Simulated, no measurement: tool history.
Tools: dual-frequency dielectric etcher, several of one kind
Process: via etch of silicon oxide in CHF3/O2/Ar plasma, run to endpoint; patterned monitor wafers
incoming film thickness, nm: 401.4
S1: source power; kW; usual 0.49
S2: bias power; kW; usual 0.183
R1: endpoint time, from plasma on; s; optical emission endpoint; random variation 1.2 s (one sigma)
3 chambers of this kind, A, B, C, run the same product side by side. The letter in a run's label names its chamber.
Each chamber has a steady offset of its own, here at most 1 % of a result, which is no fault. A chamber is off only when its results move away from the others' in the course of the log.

run 1C hour=7.4 | S1=0.49 S2=0.183 | R1=218.4
run 2A hour=12.2 | S1=0.49 S2=0.183 | R1=216.72
run 3B hour=19.4 | S1=0.49 S2=0.183 | R1=218.11
run 4A hour=29.8 | S1=0.49 S2=0.183 | R1=218.13
run 5B hour=37 | S1=0.49 S2=0.183 | R1=215.33
run 6C hour=42.7 | S1=0.49 S2=0.183 | R1=219.26
run 7A hour=50.5 | S1=0.49 S2=0.183 | R1=218.79
run 8C hour=55.2 | S1=0.49 S2=0.183 | R1=220.78
run 9B hour=61.7 | S1=0.49 S2=0.183 | R1=217.06
run 10C hour=68.1 | S1=0.49 S2=0.183 | R1=219.08
run 11A hour=76.9 | S1=0.49 S2=0.183 | R1=216.18
run 12B hour=83.8 | S1=0.49 S2=0.183 | R1=215.71
run 13C hour=92.5 | S1=0.49 S2=0.183 | R1=221.17
run 14B hour=99.9 | S1=0.49 S2=0.183 | R1=218.54
run 15A hour=108.1 | S1=0.49 S2=0.183 | R1=215.81
run 16B hour=114.2 | S1=0.49 S2=0.183 | R1=216.25
run 17C hour=121.9 | S1=0.49 S2=0.183 | R1=221.55
run 18A hour=129.8 | S1=0.49 S2=0.183 | R1=220.02
-- hour=131.8 chamber C: wet clean of the chamber
run 19A hour=140.2 | S1=0.58 S2=0.183 | R1=203.2
run 20B hour=146.2 | S1=0.58 S2=0.183 | R1=205.12
run 21C hour=151.6 | S1=0.58 S2=0.183 | R1=211.94
run 22A hour=160.9 | S1=0.49 S2=0.183 | R1=216.48
run 23B hour=170.6 | S1=0.49 S2=0.183 | R1=218.47
run 24C hour=176.4 | S1=0.49 S2=0.183 | R1=230.24
run 25C hour=182.3 | S1=0.49 S2=0.183 | R1=227.91
run 26A hour=188.8 | S1=0.49 S2=0.183 | R1=216.91
run 27B hour=194.3 | S1=0.56 S2=0.142 | R1=225.58
run 28B hour=203 | S1=0.56 S2=0.142 | R1=224.37
run 29C hour=209.3 | S1=0.56 S2=0.142 | R1=236
run 30A hour=214.6 | S1=0.55 S2=0.183 | R1=209.65
run 31A hour=224.4 | S1=0.55 S2=0.183 | R1=207.64
run 32C hour=232.4 | S1=0.55 S2=0.183 | R1=219.91
run 33B hour=237.9 | S1=0.49 S2=0.183 | R1=217.79

All 3 chambers run these settings next. Forecast each chamber's results:
run 34A hour=245.6 | S1=0.49 S2=0.183 | R1=?
run 34B hour=245.6 | S1=0.49 S2=0.183 | R1=?
run 34C hour=245.6 | S1=0.49 S2=0.183 | R1=?

run=34A R1=217.25
run=34B R1=218.77
run=34C R1=228.86
